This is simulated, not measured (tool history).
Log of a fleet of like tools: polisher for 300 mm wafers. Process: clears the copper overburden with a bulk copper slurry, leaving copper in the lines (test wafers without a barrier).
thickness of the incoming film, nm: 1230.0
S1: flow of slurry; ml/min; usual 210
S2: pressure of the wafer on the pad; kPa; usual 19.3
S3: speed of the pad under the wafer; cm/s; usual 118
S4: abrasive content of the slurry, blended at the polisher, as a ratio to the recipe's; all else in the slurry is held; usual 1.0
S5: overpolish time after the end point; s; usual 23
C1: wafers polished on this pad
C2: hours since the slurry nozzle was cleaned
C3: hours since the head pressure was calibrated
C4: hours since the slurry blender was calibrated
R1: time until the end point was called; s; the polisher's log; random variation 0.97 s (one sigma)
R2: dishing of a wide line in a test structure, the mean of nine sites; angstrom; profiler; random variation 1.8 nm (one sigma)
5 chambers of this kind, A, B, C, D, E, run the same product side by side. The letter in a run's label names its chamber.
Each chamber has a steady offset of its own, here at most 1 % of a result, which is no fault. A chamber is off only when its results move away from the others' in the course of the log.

{"run": "1B", "hour": 7.4, "S1": 210, "S2": 19.3, "S3": 118, "S4": 1.0, "S5": 23, "C1": 1276, "C2": 241.9, "C3": 181.6, "C4": 204.6, "R1": 105.13, "R2": 805.59}
{"hour": 8.4, "done": "chamber B: worn pad replaced by a new one"}
{"hour": 8.8, "done": "chamber E: worn pad replaced by a new one"}
{"hour": 10.2, "done": "chamber A: slurry nozzle cleaned"}
{"run": "2D", "hour": 14.5, "S1": 210, "S2": 19.3, "S3": 118, "S4": 1.0, "S5": 23, "C1": 384, "C2": 227.3, "C3": 321.2, "C4": 95.5, "R1": 103.8, "R2": 819.77}
{"run": "3C", "hour": 24.9, "S1": 210, "S2": 19.3, "S3": 118, "S4": 1.0, "S5": 23, "C1": 410, "C2": 140.9, "C3": 1133.5, "C4": 51.6, "R1": 103.87, "R2": 841.99}
{"run": "4A", "hour": 31.4, "S1": 210, "S2": 19.3, "S3": 118, "S4": 1.0, "S5": 23, "C1": 717, "C2": 21.2, "C3": 530.2, "C4": 110.6, "R1": 103.84, "R2": 824.13}
{"run": "5E", "hour": 38.0, "S1": 210, "S2": 19.3, "S3": 118, "S4": 1.0, "S5": 23, "C1": 214, "C2": 132.1, "C3": 323.0, "C4": 126.9, "R1": 104.32, "R2": 821.48}
{"hour": 39.4, "done": "chamber D: worn pad replaced by a new one"}
{"run": "6D", "hour": 45.4, "S1": 210, "S2": 13.1, "S3": 118, "S4": 1.0, "S5": 23, "C1": 44, "C2": 258.2, "C3": 352.1, "C4": 126.4, "R1": 153.66, "R2": 675.04}
{"run": "7B", "hour": 50.9, "S1": 210, "S2": 13.1, "S3": 118, "S4": 1.0, "S5": 23, "C1": 312, "C2": 285.4, "C3": 225.1, "C4": 248.1, "R1": 151.81, "R2": 671.82}
{"run": "8E", "hour": 56.2, "S1": 210, "S2": 13.1, "S3": 118, "S4": 1.0, "S5": 23, "C1": 348, "C2": 150.3, "C3": 341.2, "C4": 145.1, "R1": 151.68, "R2": 676.61}
{"run": "9C", "hour": 64.4, "S1": 210, "S2": 13.1, "S3": 118, "S4": 1.0, "S5": 23, "C1": 700, "C2": 180.4, "C3": 1173.0, "C4": 91.1, "R1": 156.12, "R2": 698.98}
{"hour": 67.2, "done": "chamber A: worn pad replaced by a new one"}
{"run": "10A", "hour": 71.2, "S1": 210, "S2": 13.1, "S3": 118, "S4": 1.0, "S5": 23, "C1": 29, "C2": 61.0, "C3": 570.0, "C4": 150.4, "R1": 152.8, "R2": 668.47}
{"hour": 72.1, "done": "chamber C: head pressure recalibrated"}
{"hour": 79.3, "done": "chamber D: slurry blender recalibrated"}
{"run": "11D", "hour": 79.8, "S1": 210, "S2": 19.3, "S3": 118, "S4": 1.0, "S5": 23, "C1": 296, "C2": 292.6, "C3": 386.5, "C4": 0.6, "R1": 104.66, "R2": 843.35}
{"run": "12B", "hour": 90.7, "S1": 210, "S2": 19.3, "S3": 118, "S4": 1.0, "S5": 23, "C1": 604, "C2": 325.2, "C3": 264.9, "C4": 287.9, "R1": 103.88, "R2": 809.46}
{"run": "13C", "hour": 100.6, "S1": 210, "S2": 19.3, "S3": 118, "S4": 1.0, "S5": 23, "C1": 966, "C2": 216.6, "C3": 28.6, "C4": 127.3, "R1": 106.64, "R2": 827.15}
{"run": "14E", "hour": 109.6, "S1": 210, "S2": 19.3, "S3": 118, "S4": 1.0, "S5": 23, "C1": 740, "C2": 203.7, "C3": 394.6, "C4": 198.5, "R1": 103.55, "R2": 774.97}
{"hour": 113.3, "done": "chamber C: slurry nozzle cleaned"}
{"run": "15A", "hour": 114.9, "S1": 210, "S2": 19.3, "S3": 118, "S4": 1.0, "S5": 23, "C1": 350, "C2": 104.7, "C3": 613.7, "C4": 194.1, "R1": 104.22, "R2": 783.54}
{"hour": 116.8, "done": "chamber B: slurry blender recalibrated"}
{"hour": 118.2, "done": "chamber D: worn pad replaced by a new one"}
{"run": "16E", "hour": 121.8, "S1": 210, "S2": 19.3, "S3": 118, "S4": 1.0, "S5": 23, "C1": 830, "C2": 215.9, "C3": 406.8, "C4": 210.7, "R1": 104.34, "R2": 815.89}
{"run": "17A", "hour": 132.2, "S1": 210, "S2": 19.3, "S3": 118, "S4": 1.0, "S5": 23, "C1": 477, "C2": 122.0, "C3": 631.0, "C4": 211.4, "R1": 105.56, "R2": 854.33}
{"run": "18B", "hour": 139.1, "S1": 210, "S2": 19.3, "S3": 118, "S4": 1.0, "S5": 23, "C1": 960, "C2": 373.6, "C3": 313.3, "C4": 22.3, "R1": 105.84, "R2": 829.67}
{"hour": 143.8, "done": "chamber E: worn pad replaced by a new one"}
{"run": "19C", "hour": 145.2, "S1": 210, "S2": 19.3, "S3": 118, "S4": 1.0, "S5": 23, "C1": 1293, "C2": 31.9, "C3": 73.2, "C4": 171.9, "R1": 107.11, "R2": 791.46}
{"run": "20D", "hour": 151.0, "S1": 210, "S2": 19.3, "S3": 118, "S4": 1.0, "S5": 23, "C1": 241, "C2": 363.8, "C3": 457.7, "C4": 71.8, "R1": 105.47, "R2": 821.08}
{"hour": 151.1, "done": "chamber E: slurry nozzle cleaned"}
{"run": "21A", "hour": 161.3, "S1": 210, "S2": 19.3, "S3": 118, "S4": 1.0, "S5": 23, "C1": 690, "C2": 151.1, "C3": 660.1, "C4": 240.5, "R1": 105.7, "R2": 828.48}
{"run": "22C", "hour": 170.3, "S1": 210, "S2": 19.3, "S3": 118, "S4": 1.0, "S5": 23, "C1": 1477, "C2": 57.0, "C3": 98.3, "C4": 197.0, "R1": 110.58, "R2": 818.32}
{"run": "23B", "hour": 178.1, "S1": 260, "S2": 19.3, "S3": 118, "S4": 1.1, "S5": 23, "C1": 1246, "C2": 412.6, "C3": 352.3, "C4": 61.3, "R1": 100.91, "R2": 815.05}
{"hour": 182.0, "done": "chamber D: worn pad replaced by a new one"}
{"run": "24E", "hour": 188.7, "S1": 260, "S2": 19.3, "S3": 118, "S4": 1.1, "S5": 23, "C1": 329, "C2": 37.7, "C3": 473.7, "C4": 277.6, "R1": 100.69, "R2": 834.72}
{"hour": 197.1, "done": "chamber B: head pressure recalibrated"}
{"run": "25D", "hour": 198.7, "S1": 260, "S2": 19.3, "S3": 118, "S4": 1.1, "S5": 23, "C1": 122, "C2": 411.5, "C3": 505.4, "C4": 119.5, "R1": 100.41, "R2": 836.4}
{"hour": 201.2, "done": "chamber B: worn pad replaced by a new one"}
{"run": "26D", "hour": 203.7, "S1": 260, "S2": 19.3, "S3": 118, "S4": 1.1, "S5": 23, "C1": 159, "C2": 416.5, "C3": 510.4, "C4": 124.5, "R1": 100.1, "R2": 818.45}
{"hour": 207.1, "done": "chamber B: slurry nozzle cleaned"}
{"hour": 210.8, "done": "chamber A: head pressure recalibrated"}
{"run": "27B", "hour": 212.1, "S1": 260, "S2": 19.3, "S3": 118, "S4": 1.1, "S5": 23, "C1": 80, "C2": 5.0, "C3": 15.0, "C4": 95.3, "R1": 99.979, "R2": 825.4}
{"hour": 213.0, "done": "chamber E: slurry blender recalibrated"}
{"hour": 217.0, "done": "chamber A: worn pad replaced by a new one"}
{"run": "28C", "hour": 220.6, "S1": 210, "S2": 19.3, "S3": 118, "S4": 1.0, "S5": 23, "C1": 1847, "C2": 107.3, "C3": 148.6, "C4": 247.3, "R1": 111.96, "R2": 796.54}
{"run": "29E", "hour": 226.5, "S1": 210, "S2": 19.3, "S3": 118, "S4": 1.0, "S5": 23, "C1": 607, "C2": 75.5, "C3": 511.5, "C4": 13.6, "R1": 104.34, "R2": 818.36}
{"hour": 227.2, "done": "chamber A: slurry nozzle cleaned"}
{"run": "30A", "hour": 233.0, "S1": 210, "S2": 19.3, "S3": 118, "S4": 1.0, "S5": 23, "C1": 117, "C2": 5.8, "C3": 22.3, "C4": 312.2, "R1": 103.22, "R2": 814.91}
{"run": "31D", "hour": 238.4, "S1": 210, "S2": 19.3, "S3": 118, "S4": 1.0, "S5": 23, "C1": 414, "C2": 451.2, "C3": 545.1, "C4": 159.2, "R1": 104.18, "R2": 823.59}
{"run": "32B", "hour": 247.2, "S1": 210, "S2": 19.3, "S3": 118, "S4": 1.0, "S5": 23, "C1": 337, "C2": 40.1, "C3": 50.1, "C4": 130.4, "R1": 105.04, "R2": 816.06}
{"run": "33A", "hour": 252.9, "S1": 210, "S2": 19.3, "S3": 118, "S4": 1.0, "S5": 23, "C1": 264, "C2": 25.7, "C3": 42.2, "C4": 332.1, "R1": 102.32, "R2": 809.62}
{"hour": 255.5, "done": "chamber E: worn pad replaced by a new one"}
{"run": "34C", "hour": 258.4, "S1": 210, "S2": 19.3, "S3": 118, "S4": 1.0, "S5": 23, "C1": 2124, "C2": 145.1, "C3": 186.4, "C4": 285.1, "R1": 112.76, "R2": 821.76}
{"run": "35E", "hour": 268.0, "S1": 210, "S2": 19.3, "S3": 118, "S4": 1.0, "S5": 23, "C1": 91, "C2": 117.0, "C3": 553.0, "C4": 55.1, "R1": 104.0, "R2": 809.29}

All 5 chambers run these settings next. Forecast each chamber's results:
{"run": "36A", "hour": 275.9, "S1": 210, "S2": 19.3, "S3": 118, "S4": 1.0, "S5": 23, "R1": "?", "R2": "?"}
{"run": "36B", "hour": 275.9, "S1": 210, "S2": 19.3, "S3": 118, "S4": 1.0, "S5": 23, "R1": "?", "R2": "?"}
{"run": "36C", "hour": 275.9, "S1": 210, "S2": 19.3, "S3": 118, "S4": 1.0, "S5": 23, "R1": "?", "R2": "?"}
{"run": "36D", "hour": 275.9, "S1": 210, "S2": 19.3, "S3": 118, "S4": 1.0, "S5": 23, "R1": "?", "R2": "?"}
{"run": "36E", "hour": 275.9, "S1": 210, "S2": 19.3, "S3": 118, "S4": 1.0, "S5": 23, "R1": "?", "R2": "?"}

run=36A R1=103.510 R2=839.66
run=36B R1=105.570 R2=793.71
run=36C R1=112.850 R2=777.64
run=36D R1=103.410 R2=811.93
run=36E R1=104.840 R2=812.91
